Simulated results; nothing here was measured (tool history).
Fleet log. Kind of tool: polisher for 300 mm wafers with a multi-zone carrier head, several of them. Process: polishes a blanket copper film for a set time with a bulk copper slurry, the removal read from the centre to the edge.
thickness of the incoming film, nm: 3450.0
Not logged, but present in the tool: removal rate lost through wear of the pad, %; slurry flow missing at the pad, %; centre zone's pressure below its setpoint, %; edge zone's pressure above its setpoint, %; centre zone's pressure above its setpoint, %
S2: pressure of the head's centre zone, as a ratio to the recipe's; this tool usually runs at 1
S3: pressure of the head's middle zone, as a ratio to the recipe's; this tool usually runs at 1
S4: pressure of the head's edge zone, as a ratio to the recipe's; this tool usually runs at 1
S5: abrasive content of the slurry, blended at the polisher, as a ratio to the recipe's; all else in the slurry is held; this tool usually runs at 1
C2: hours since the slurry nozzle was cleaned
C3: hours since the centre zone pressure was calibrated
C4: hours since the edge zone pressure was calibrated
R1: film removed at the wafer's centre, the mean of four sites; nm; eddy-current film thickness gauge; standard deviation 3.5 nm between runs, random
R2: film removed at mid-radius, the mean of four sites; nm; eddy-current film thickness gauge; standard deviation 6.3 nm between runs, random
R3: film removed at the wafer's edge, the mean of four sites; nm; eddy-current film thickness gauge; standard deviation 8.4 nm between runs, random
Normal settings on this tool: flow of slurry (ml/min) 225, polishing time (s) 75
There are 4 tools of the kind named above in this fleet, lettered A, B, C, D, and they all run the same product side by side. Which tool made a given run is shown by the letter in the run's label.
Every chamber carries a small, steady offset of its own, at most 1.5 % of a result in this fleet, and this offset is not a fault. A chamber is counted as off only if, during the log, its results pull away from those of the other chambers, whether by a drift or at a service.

run 1B hour=4.3 | flow_of_slurry_(ml/min)=225 S2=1 S3=1 S4=1 S5=1 polishing_time_(s)=75 | wafers_polished_on_this_pad=111 C2=476.5 C3=314 C4=183.4 | R1=558.39 R2=568.09 R3=565.18
-- hour=4.4 chamber C: worn pad replaced by a new one
run 2A hour=7.1 | flow_of_slurry_(ml/min)=225 S2=1 S3=1 S4=1 S5=1 polishing_time_(s)=75 | wafers_polished_on_this_pad=437 C2=193.5 C3=839.8 C4=256.3 | R1=563.08 R2=561.9 R3=555.22
run 3C hour=9.9 | flow_of_slurry_(ml/min)=225 S2=1 S3=1 S4=1 S5=1 polishing_time_(s)=75 | wafers_polished_on_this_pad=57 C2=57.4 C3=569.5 C4=572.4 | R1=561.45 R2=555.09 R3=549.43
run 4D hour=12.4 | flow_of_slurry_(ml/min)=225 S2=1 S3=1 S4=1 S5=1 polishing_time_(s)=75 | wafers_polished_on_this_pad=343 C2=464.2 C3=259.4 C4=856.7 | R1=556.4 R2=557.24 R3=565.71
-- hour=16.1 chamber B: centre zone pressure recalibrated
run 5A hour=17.2 | flow_of_slurry_(ml/min)=225 S2=1 S3=1 S4=1 S5=1 polishing_time_(s)=75 | wafers_polished_on_this_pad=542 C2=203.6 C3=849.9 C4=266.4 | R1=566.14 R2=553.95 R3=568.91
run 6D hour=20.9 | flow_of_slurry_(ml/min)=225 S2=1 S3=1 S4=1 S5=1 polishing_time_(s)=75 | wafers_polished_on_this_pad=432 C2=472.7 C3=267.9 C4=865.2 | R1=553.77 R2=559.02 R3=563.91
run 7B hour=25 | flow_of_slurry_(ml/min)=225 S2=1 S3=1 S4=1 S5=1 polishing_time_(s)=75 | wafers_polished_on_this_pad=326 C2=497.2 C3=9 C4=204.1 | R1=559.52 R2=562.33 R3=551.66
run 8C hour=28.3 | flow_of_slurry_(ml/min)=225 S2=1 S3=1 S4=1 S5=1 polishing_time_(s)=75 | wafers_polished_on_this_pad=248 C2=75.8 C3=587.9 C4=590.8 | R1=563.98 R2=564.95 R3=558.73
run 9B hour=32.2 | flow_of_slurry_(ml/min)=225 S2=1 S3=1 S4=1 S5=1 polishing_time_(s)=75 | wafers_polished_on_this_pad=401 C2=504.4 C3=16.2 C4=211.3 | R1=557.7 R2=566.01 R3=564.35
run 10D hour=35.4 | flow_of_slurry_(ml/min)=225 S2=1 S3=1 S4=1 S5=1.2 polishing_time_(s)=75 | wafers_polished_on_this_pad=582 C2=487.2 C3=282.4 C4=879.7 | R1=579.34 R2=583.64 R3=575.74
run 11C hour=39.1 | flow_of_slurry_(ml/min)=225 S2=1 S3=1 S4=1 S5=1.2 polishing_time_(s)=75 | wafers_polished_on_this_pad=360 C2=86.6 C3=598.7 C4=601.6 | R1=584.61 R2=579.39 R3=577.18
-- hour=39.8 chamber A: worn pad replaced by a new one
run 12A hour=42 | flow_of_slurry_(ml/min)=225 S2=1 S3=1 S4=1 S5=1.2 polishing_time_(s)=75 | wafers_polished_on_this_pad=23 C2=228.4 C3=874.7 C4=291.2 | R1=585.76 R2=584.24 R3=572.78
run 13D hour=44.8 | flow_of_slurry_(ml/min)=225 S2=1 S3=1 S4=1 S5=1.2 polishing_time_(s)=75 | wafers_polished_on_this_pad=680 C2=496.6 C3=291.8 C4=889.1 | R1=580.44 R2=582.46 R3=583.3
-- hour=47.8 chamber B: worn pad replaced by a new one
run 14B hour=48.4 | flow_of_slurry_(ml/min)=225 S2=1 S3=1 S4=1 S5=1 polishing_time_(s)=75 | wafers_polished_on_this_pad=6 C2=520.6 C3=32.4 C4=227.5 | R1=559.02 R2=577.77 R3=564.12
run 15C hour=53.2 | flow_of_slurry_(ml/min)=225 S2=1 S3=1 S4=1 S5=1 polishing_time_(s)=75 | wafers_polished_on_this_pad=507 C2=100.7 C3=612.8 C4=615.7 | R1=565.99 R2=557.19 R3=543.4
run 16A hour=57.5 | flow_of_slurry_(ml/min)=225 S2=1 S3=1 S4=0.9 S5=1 polishing_time_(s)=75 | wafers_polished_on_this_pad=184 C2=243.9 C3=890.2 C4=306.7 | R1=562.61 R2=549.75 R3=528.18
-- hour=57.8 chamber D: worn pad replaced by a new one
run 17B hour=62 | flow_of_slurry_(ml/min)=225 S2=1 S3=1 S4=0.9 S5=1 polishing_time_(s)=75 | wafers_polished_on_this_pad=147 C2=534.2 C3=46 C4=241.1 | R1=560.94 R2=576.73 R3=540.22
run 18C hour=66.5 | flow_of_slurry_(ml/min)=225 S2=1 S3=1 S4=0.9 S5=1 polishing_time_(s)=75 | wafers_polished_on_this_pad=645 C2=114 C3=626.1 C4=629 | R1=560.52 R2=555.87 R3=519.8
run 19D hour=69.2 | flow_of_slurry_(ml/min)=225 S2=1 S3=1 S4=0.9 S5=1 polishing_time_(s)=75 | wafers_polished_on_this_pad=118 C2=521 C3=316.2 C4=913.5 | R1=559.97 R2=561.63 R3=526.52
run 20A hour=72.6 | flow_of_slurry_(ml/min)=225 S2=1 S3=1 S4=1 S5=1 polishing_time_(s)=75 | wafers_polished_on_this_pad=340 C2=259 C3=905.3 C4=321.8 | R1=566.62 R2=547.12 R3=556.08
run 21C hour=75 | flow_of_slurry_(ml/min)=225 S2=1 S3=1 S4=1 S5=1 polishing_time_(s)=75 | wafers_polished_on_this_pad=733 C2=122.5 C3=634.6 C4=637.5 | R1=556.93 R2=560.48 R3=562.6
run 22A hour=79.8 | flow_of_slurry_(ml/min)=225 S2=1 S3=1 S4=1 S5=1 polishing_time_(s)=75 | wafers_polished_on_this_pad=415 C2=266.2 C3=912.5 C4=329 | R1=559.39 R2=556.98 R3=558.9
run 23B hour=84 | flow_of_slurry_(ml/min)=225 S2=1 S3=1 S4=1 S5=1 polishing_time_(s)=94 | wafers_polished_on_this_pad=376 C2=556.2 C3=68 C4=263.1 | R1=698.19 R2=712.42 R3=711.75
-- hour=86.1 chamber C: worn pad replaced by a new one
-- hour=88 chamber D: centre zone pressure recalibrated
run 24D hour=88.3 | flow_of_slurry_(ml/min)=225 S2=1 S3=1 S4=1 S5=1 polishing_time_(s)=94 | wafers_polished_on_this_pad=317 C2=540.1 C3=0.4 C4=932.6 | R1=762.67 R2=704.08 R3=710.61
run 25B hour=93.4 | flow_of_slurry_(ml/min)=225 S2=1 S3=1 S4=1 S5=1 polishing_time_(s)=94 | wafers_polished_on_this_pad=473 C2=565.6 C3=77.4 C4=272.5 | R1=702.39 R2=726.01 R3=717.35
run 26A hour=98 | flow_of_slurry_(ml/min)=225 S2=1 S3=1 S4=1 S5=1 polishing_time_(s)=94 | wafers_polished_on_this_pad=604 C2=284.4 C3=930.7 C4=347.2 | R1=710.09 R2=700.16 R3=701.34
run 27C hour=101.7 | flow_of_slurry_(ml/min)=225 S2=1 S3=1 S4=1 S5=1 polishing_time_(s)=75 | wafers_polished_on_this_pad=162 C2=149.2 C3=661.3 C4=664.2 | R1=557.6 R2=551.24 R3=541.91
-- hour=106.4 chamber A: worn pad replaced by a new one
run 28D hour=106.4 | flow_of_slurry_(ml/min)=225 S2=1 S3=1 S4=1 S5=1 polishing_time_(s)=75 | wafers_polished_on_this_pad=505 C2=558.2 C3=18.5 C4=950.7 | R1=607.67 R2=552.35 R3=569.03
run 29A hour=109.9 | flow_of_slurry_(ml/min)=225 S2=1 S3=0.9 S4=1 S5=1 polishing_time_(s)=75 | wafers_polished_on_this_pad=36 C2=296.3 C3=942.6 C4=359.1 | R1=561.83 R2=506.64 R3=550.93
run 30C hour=114.3 | flow_of_slurry_(ml/min)=225 S2=1 S3=0.9 S4=1 S5=1 polishing_time_(s)=75 | wafers_polished_on_this_pad=293 C2=161.8 C3=673.9 C4=676.8 | R1=567.09 R2=505.56 R3=547.74
-- hour=117.2 chamber A: centre zone pressure recalibrated
-- hour=118.3 chamber B: worn pad replaced by a new one
run 31D hour=119.4 | flow_of_slurry_(ml/min)=225 S2=1 S3=0.9 S4=1 S5=1 polishing_time_(s)=75 | wafers_polished_on_this_pad=640 C2=571.2 C3=31.5 C4=963.7 | R1=604.52 R2=508.26 R3=561.7
-- hour=121.8 chamber C: centre zone pressure recalibrated
run 32B hour=122 | flow_of_slurry_(ml/min)=225 S2=1 S3=0.9 S4=1 S5=1 polishing_time_(s)=75 | wafers_polished_on_this_pad=38 C2=594.2 C3=106 C4=301.1 | R1=564.18 R2=512.78 R3=575.27
run 33C hour=124.5 | flow_of_slurry_(ml/min)=225 S2=1 S3=1 S4=1 S5=1 polishing_time_(s)=75 | wafers_polished_on_this_pad=398 C2=172 C3=2.8 C4=687 | R1=563.04 R2=564.5 R3=559.02
run 34B hour=127.5 | flow_of_slurry_(ml/min)=225 S2=1 S3=1 S4=1 S5=1 polishing_time_(s)=75 | wafers_polished_on_this_pad=95 C2=599.7 C3=111.5 C4=306.6 | R1=560.42 R2=576.07 R3=582.45
run 35A hour=130.1 | flow_of_slurry_(ml/min)=225 S2=1 S3=1 S4=1 S5=1 polishing_time_(s)=75 | wafers_polished_on_this_pad=246 C2=316.5 C3=12.9 C4=379.3 | R1=560.89 R2=559.76 R3=571.29
run 36D hour=132.3 | flow_of_slurry_(ml/min)=225 S2=1 S3=1 S4=1 S5=1 polishing_time_(s)=75 | wafers_polished_on_this_pad=773 C2=584.1 C3=44.4 C4=976.6 | R1=604.93 R2=559.7 R3=559.14
run 37D hour=135.4 | flow_of_slurry_(ml/min)=225 S2=1 S3=1 S4=1 S5=1 polishing_time_(s)=75 | wafers_polished_on_this_pad=806 C2=587.2 C3=47.5 C4=979.7 | R1=608.54 R2=558.11 R3=561.86
run 38A hour=139.4 | flow_of_slurry_(ml/min)=225 S2=1 S3=1 S4=1 S5=1 polishing_time_(s)=75 | wafers_polished_on_this_pad=342 C2=325.8 C3=22.2 C4=388.6 | R1=567.12 R2=560.57 R3=537.63
run 39C hour=144 | flow_of_slurry_(ml/min)=225 S2=1 S3=1 S4=1 S5=1 polishing_time_(s)=75 | wafers_polished_on_this_pad=601 C2=191.5 C3=22.3 C4=706.5 | R1=559.74 R2=560.48 R3=552.96
run 40B hour=146.6 | flow_of_slurry_(ml/min)=225 S2=1 S3=1 S4=1 S5=1 polishing_time_(s)=75 | wafers_polished_on_this_pad=293 C2=618.8 C3=130.6 C4=325.7 | R1=562.25 R2=567.52 R3=568.96

Does one chamber stand apart from the rest, does the shared gauge drift, or is all well apart from small per-chamber offsets? Give the chamber and the most likely cause, where there is one.

Chamber D has stood off from the others ever since a service on it.
Likeliest cause: centre zone's pressure above its setpoint, % = 7.78.

Which of the 4 candidates below, each the usual settings with something changed and its results left as question marks, puts chamber D back in line with what the other chambers give on the usual settings?
Allowed miss from the other chambers' usual-settings mean, per result, to count as in line: R1 12 nm; R2 22 nm; R3 29 nm
run 41D-1 hour=150.2 | flow_of_slurry_(ml/min)=230 S2=1.06 S3=0.99 S4=0.98 S5=1 polishing_time_(s)=76 | R1=? R2=? R3=?
run 41D-2 hour=150.2 | flow_of_slurry_(ml/min)=225 S2=1.02 S3=1 S4=0.99 S5=1 polishing_time_(s)=75 | R1=? R2=? R3=?
run 41D-3 hour=150.2 | flow_of_slurry_(ml/min)=225 S2=0.98 S3=1 S4=1.01 S5=1 polishing_time_(s)=75 | R1=? R2=? R3=?
run 41D-4 hour=150.2 | flow_of_slurry_(ml/min)=220 S2=0.95 S3=1.01 S4=1.02 S5=1 polishing_time_(s)=74 | R1=? R2=? R3=?

Usual-settings mean across the other chambers: R1 561.6 nm; R2 560.74 nm; R3 562.01 nm
run=41D-1 R1=655.62 R2=567.38 R3=560.27
run=41D-2 R1=619.06 R2=563.71 R3=554.65
run=41D-3 R1=593.08 R2=563.82 R3=560.59
run=41D-4 R1=564.17 R2=559.92 R3=554.76
The right change is 41D-4: it brings the chamber back within the allowed miss of the others.
